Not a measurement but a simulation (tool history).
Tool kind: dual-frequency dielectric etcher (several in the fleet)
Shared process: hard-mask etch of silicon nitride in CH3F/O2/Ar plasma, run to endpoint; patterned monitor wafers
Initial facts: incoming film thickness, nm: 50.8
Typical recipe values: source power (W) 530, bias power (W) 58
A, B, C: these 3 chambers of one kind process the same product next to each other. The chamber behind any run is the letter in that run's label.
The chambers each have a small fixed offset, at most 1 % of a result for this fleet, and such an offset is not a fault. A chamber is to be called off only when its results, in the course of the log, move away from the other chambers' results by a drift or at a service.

run	hour	source power (W)	bias power (W)	endpoint time (s)
1A	12.2	530	58	70.325
2B	25.9	530	58	71.695
# hour 32.4: chamber A: wet clean of the chamber
3C	34.4	530	58	71.531
4C	42.7	530	58	71.006
5A	50.9	530	58	70.943
6B	66.5	600	58	67.674
7B	75.5	600	58	68.339
8C	86.0	600	58	67.434
9A	95.6	530	58	71.158
10A	110.2	530	58	70.604
11C	122.6	530	58	71.231
12B	129.9	530	58	71.279
13B	138.0	530	58	71.309
14A	147.1	530	58	70.213
15C	160.8	530	52	73.209
16A	171.7	530	52	73.066
17C	184.0	530	52	73.450
# hour 189.0: chamber C: wet clean of the chamber
18B	196.2	650	70	62.570
19A	209.3	650	70	61.385
20C	221.9	650	70	61.195

Each of the 3 chambers runs these same settings next. Fill in every chamber's results:
21A	233.1	530	58	?
21B	233.1	530	58	?
21C	233.1	530	58	?

run	endpoint time (s)
21A	71.055
21B	71.141
21C	71.094
